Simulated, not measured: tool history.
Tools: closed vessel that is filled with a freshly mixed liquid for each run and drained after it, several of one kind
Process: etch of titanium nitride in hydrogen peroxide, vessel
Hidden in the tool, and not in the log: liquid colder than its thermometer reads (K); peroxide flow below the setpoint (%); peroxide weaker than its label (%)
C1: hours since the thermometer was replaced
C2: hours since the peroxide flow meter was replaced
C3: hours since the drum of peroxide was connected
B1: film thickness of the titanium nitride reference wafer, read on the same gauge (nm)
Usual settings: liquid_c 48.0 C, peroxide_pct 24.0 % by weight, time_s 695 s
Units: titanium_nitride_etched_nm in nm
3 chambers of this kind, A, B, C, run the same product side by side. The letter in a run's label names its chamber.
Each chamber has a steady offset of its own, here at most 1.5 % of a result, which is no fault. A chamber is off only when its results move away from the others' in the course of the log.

{"run": "1B", "hour": 6.8, "liquid_c": 48.0, "peroxide_pct": 24.0, "time_s": 695, "C1": 655.6, "C2": 457.6, "C3": 601.6, "B1": 109.97, "titanium_nitride_etched_nm": 29.651}
{"run": "2A", "hour": 15.1, "liquid_c": 48.0, "peroxide_pct": 24.0, "time_s": 695, "C1": 2733.2, "C2": 1077.8, "C3": 582.4, "B1": 110.01, "titanium_nitride_etched_nm": 29.23}
{"run": "3C", "hour": 24.2, "liquid_c": 48.0, "peroxide_pct": 24.0, "time_s": 695, "C1": 1557.5, "C2": 1199.7, "C3": 483.9, "B1": 110.03, "titanium_nitride_etched_nm": 29.043}
{"run": "4B", "hour": 30.0, "liquid_c": 48.0, "peroxide_pct": 24.0, "time_s": 695, "C1": 678.8, "C2": 480.8, "C3": 624.8, "B1": 110.01, "titanium_nitride_etched_nm": 29.522}
{"run": "5A", "hour": 38.0, "liquid_c": 39.5, "peroxide_pct": 24.0, "time_s": 1045, "C1": 2756.1, "C2": 1100.7, "C3": 605.3, "B1": 110.01, "titanium_nitride_etched_nm": 22.907}
{"run": "6C", "hour": 46.4, "liquid_c": 39.5, "peroxide_pct": 24.0, "time_s": 1045, "C1": 1579.7, "C2": 1221.9, "C3": 506.1, "B1": 109.99, "titanium_nitride_etched_nm": 22.993}
{"run": "7A", "hour": 54.6, "liquid_c": 39.5, "peroxide_pct": 24.0, "time_s": 1045, "C1": 2772.7, "C2": 1117.3, "C3": 621.9, "B1": 109.98, "titanium_nitride_etched_nm": 22.903}
{"run": "8C", "hour": 59.3, "liquid_c": 48.0, "peroxide_pct": 24.0, "time_s": 695, "C1": 1592.6, "C2": 1234.8, "C3": 519.0, "B1": 110.01, "titanium_nitride_etched_nm": 28.896}
{"run": "9B", "hour": 63.5, "liquid_c": 48.0, "peroxide_pct": 24.0, "time_s": 695, "C1": 712.3, "C2": 514.3, "C3": 658.3, "B1": 110.01, "titanium_nitride_etched_nm": 29.693}
{"run": "10C", "hour": 68.4, "liquid_c": 48.0, "peroxide_pct": 24.0, "time_s": 695, "C1": 1601.7, "C2": 1243.9, "C3": 528.1, "B1": 110.05, "titanium_nitride_etched_nm": 29.39}
{"run": "11B", "hour": 75.7, "liquid_c": 48.0, "peroxide_pct": 24.0, "time_s": 695, "C1": 724.5, "C2": 526.5, "C3": 670.5, "B1": 109.95, "titanium_nitride_etched_nm": 29.481}
{"run": "12A", "hour": 84.0, "liquid_c": 48.0, "peroxide_pct": 24.0, "time_s": 695, "C1": 2802.1, "C2": 1146.7, "C3": 651.3, "B1": 109.96, "titanium_nitride_etched_nm": 28.929}
{"run": "13C", "hour": 89.8, "liquid_c": 48.0, "peroxide_pct": 24.0, "time_s": 695, "C1": 1623.1, "C2": 1265.3, "C3": 549.5, "B1": 110.04, "titanium_nitride_etched_nm": 29.076}
{"hour": 94.6, "done": "chamber A: thermometer replaced"}
{"run": "14B", "hour": 96.1, "liquid_c": 48.0, "peroxide_pct": 24.0, "time_s": 695, "C1": 744.9, "C2": 546.9, "C3": 690.9, "B1": 110.0, "titanium_nitride_etched_nm": 29.53}
{"run": "15A", "hour": 101.2, "liquid_c": 48.0, "peroxide_pct": 24.0, "time_s": 695, "C1": 6.7, "C2": 1163.9, "C3": 668.5, "B1": 110.0, "titanium_nitride_etched_nm": 29.047}
{"run": "16B", "hour": 109.8, "liquid_c": 56.5, "peroxide_pct": 24.0, "time_s": 1080, "C1": 758.6, "C2": 560.6, "C3": 704.6, "B1": 110.01, "titanium_nitride_etched_nm": 85.486}
{"hour": 114.8, "done": "chamber C: thermometer replaced"}
{"run": "17C", "hour": 117.6, "liquid_c": 56.5, "peroxide_pct": 24.0, "time_s": 1080, "C1": 2.9, "C2": 1293.1, "C3": 577.3, "B1": 110.0, "titanium_nitride_etched_nm": 83.816}
{"run": "18A", "hour": 126.3, "liquid_c": 56.5, "peroxide_pct": 24.0, "time_s": 1080, "C1": 31.8, "C2": 1189.0, "C3": 693.6, "B1": 110.02, "titanium_nitride_etched_nm": 83.91}
{"hour": 131.4, "done": "chamber B: new drum of peroxide connected"}
{"run": "19A", "hour": 134.1, "liquid_c": 56.5, "peroxide_pct": 24.0, "time_s": 695, "C1": 39.6, "C2": 1196.8, "C3": 701.4, "B1": 110.02, "titanium_nitride_etched_nm": 53.577}
{"run": "20C", "hour": 142.7, "liquid_c": 56.5, "peroxide_pct": 24.0, "time_s": 695, "C1": 28.0, "C2": 1318.2, "C3": 602.4, "B1": 109.98, "titanium_nitride_etched_nm": 53.29}
{"run": "21B", "hour": 150.5, "liquid_c": 56.5, "peroxide_pct": 24.0, "time_s": 695, "C1": 799.3, "C2": 601.3, "C3": 19.2, "B1": 110.02, "titanium_nitride_etched_nm": 53.751}
{"run": "22A", "hour": 156.1, "liquid_c": 48.0, "peroxide_pct": 24.0, "time_s": 695, "C1": 61.6, "C2": 1218.8, "C3": 723.4, "B1": 109.97, "titanium_nitride_etched_nm": 29.188}
{"run": "23C", "hour": 164.3, "liquid_c": 48.0, "peroxide_pct": 24.0, "time_s": 695, "C1": 49.6, "C2": 1339.8, "C3": 624.0, "B1": 109.98, "titanium_nitride_etched_nm": 29.234}
{"run": "24B", "hour": 170.6, "liquid_c": 48.0, "peroxide_pct": 24.0, "time_s": 695, "C1": 819.4, "C2": 621.4, "C3": 39.3, "B1": 109.97, "titanium_nitride_etched_nm": 28.653}
{"run": "25A", "hour": 177.0, "liquid_c": 48.0, "peroxide_pct": 27.5, "time_s": 315, "C1": 82.5, "C2": 1239.7, "C3": 744.3, "B1": 110.06, "titanium_nitride_etched_nm": 13.73}
{"run": "26C", "hour": 182.6, "liquid_c": 48.0, "peroxide_pct": 27.5, "time_s": 315, "C1": 67.9, "C2": 1358.1, "C3": 642.3, "B1": 109.97, "titanium_nitride_etched_nm": 13.64}
{"run": "27B", "hour": 188.5, "liquid_c": 48.0, "peroxide_pct": 27.5, "time_s": 315, "C1": 837.3, "C2": 639.3, "C3": 57.2, "B1": 109.95, "titanium_nitride_etched_nm": 13.372}
{"run": "28A", "hour": 196.3, "liquid_c": 48.0, "peroxide_pct": 24.0, "time_s": 695, "C1": 101.8, "C2": 1259.0, "C3": 763.6, "B1": 110.01, "titanium_nitride_etched_nm": 28.967}
{"run": "29B", "hour": 204.6, "liquid_c": 48.0, "peroxide_pct": 24.0, "time_s": 695, "C1": 853.4, "C2": 655.4, "C3": 73.3, "B1": 109.99, "titanium_nitride_etched_nm": 28.095}
{"run": "30C", "hour": 212.6, "liquid_c": 48.0, "peroxide_pct": 24.0, "time_s": 695, "C1": 97.9, "C2": 1388.1, "C3": 672.3, "B1": 110.0, "titanium_nitride_etched_nm": 28.926}
{"run": "31A", "hour": 218.3, "liquid_c": 48.0, "peroxide_pct": 24.0, "time_s": 695, "C1": 123.8, "C2": 1281.0, "C3": 785.6, "B1": 109.98, "titanium_nitride_etched_nm": 29.247}
{"run": "32B", "hour": 227.1, "liquid_c": 48.0, "peroxide_pct": 24.0, "time_s": 695, "C1": 875.9, "C2": 677.9, "C3": 95.8, "B1": 109.96, "titanium_nitride_etched_nm": 28.372}
{"run": "33C", "hour": 233.0, "liquid_c": 48.0, "peroxide_pct": 24.0, "time_s": 695, "C1": 118.3, "C2": 1408.5, "C3": 692.7, "B1": 109.99, "titanium_nitride_etched_nm": 29.204}
{"run": "34C", "hour": 238.8, "liquid_c": 48.0, "peroxide_pct": 24.0, "time_s": 695, "C1": 124.1, "C2": 1414.3, "C3": 698.5, "B1": 109.96, "titanium_nitride_etched_nm": 29.201}
{"run": "35B", "hour": 248.1, "liquid_c": 54.0, "peroxide_pct": 29.5, "time_s": 695, "C1": 896.9, "C2": 698.9, "C3": 116.8, "B1": 110.04, "titanium_nitride_etched_nm": 45.22}
{"run": "36A", "hour": 256.4, "liquid_c": 54.0, "peroxide_pct": 29.5, "time_s": 695, "C1": 161.9, "C2": 1319.1, "C3": 823.7, "B1": 109.98, "titanium_nitride_etched_nm": 46.675}
{"run": "37A", "hour": 264.0, "liquid_c": 54.0, "peroxide_pct": 29.5, "time_s": 695, "C1": 169.5, "C2": 1326.7, "C3": 831.3, "B1": 109.99, "titanium_nitride_etched_nm": 47.035}
{"run": "38B", "hour": 271.6, "liquid_c": 48.0, "peroxide_pct": 24.0, "time_s": 695, "C1": 920.4, "C2": 722.4, "C3": 140.3, "B1": 110.04, "titanium_nitride_etched_nm": 27.339}
{"run": "39C", "hour": 276.5, "liquid_c": 48.0, "peroxide_pct": 24.0, "time_s": 695, "C1": 161.8, "C2": 1452.0, "C3": 736.2, "B1": 110.01, "titanium_nitride_etched_nm": 29.108}
{"run": "40B", "hour": 283.8, "liquid_c": 56.0, "peroxide_pct": 20.0, "time_s": 695, "C1": 932.6, "C2": 734.6, "C3": 152.5, "B1": 109.97, "titanium_nitride_etched_nm": 46.704}
{"run": "41C", "hour": 290.9, "liquid_c": 56.0, "peroxide_pct": 20.0, "time_s": 695, "C1": 176.2, "C2": 1466.4, "C3": 750.6, "B1": 110.0, "titanium_nitride_etched_nm": 50.043}
{"run": "42A", "hour": 296.6, "liquid_c": 56.0, "peroxide_pct": 20.0, "time_s": 695, "C1": 202.1, "C2": 1359.3, "C3": 863.9, "B1": 110.0, "titanium_nitride_etched_nm": 48.986}
{"run": "43C", "hour": 300.8, "liquid_c": 48.0, "peroxide_pct": 24.0, "time_s": 695, "C1": 186.1, "C2": 1476.3, "C3": 760.5, "B1": 110.0, "titanium_nitride_etched_nm": 29.371}

Next, every chamber runs the same settings. What will each give?
{"run": "44A", "hour": 307.6, "liquid_c": 48.0, "peroxide_pct": 18.0, "time_s": 695, "titanium_nitride_etched_nm": "?"}
{"run": "44B", "hour": 307.6, "liquid_c": 48.0, "peroxide_pct": 18.0, "time_s": 695, "titanium_nitride_etched_nm": "?"}
{"run": "44C", "hour": 307.6, "liquid_c": 48.0, "peroxide_pct": 18.0, "time_s": 695, "titanium_nitride_etched_nm": "?"}

run=44A titanium_nitride_etched_nm=27.694
run=44B titanium_nitride_etched_nm=25.525
run=44C titanium_nitride_etched_nm=27.298

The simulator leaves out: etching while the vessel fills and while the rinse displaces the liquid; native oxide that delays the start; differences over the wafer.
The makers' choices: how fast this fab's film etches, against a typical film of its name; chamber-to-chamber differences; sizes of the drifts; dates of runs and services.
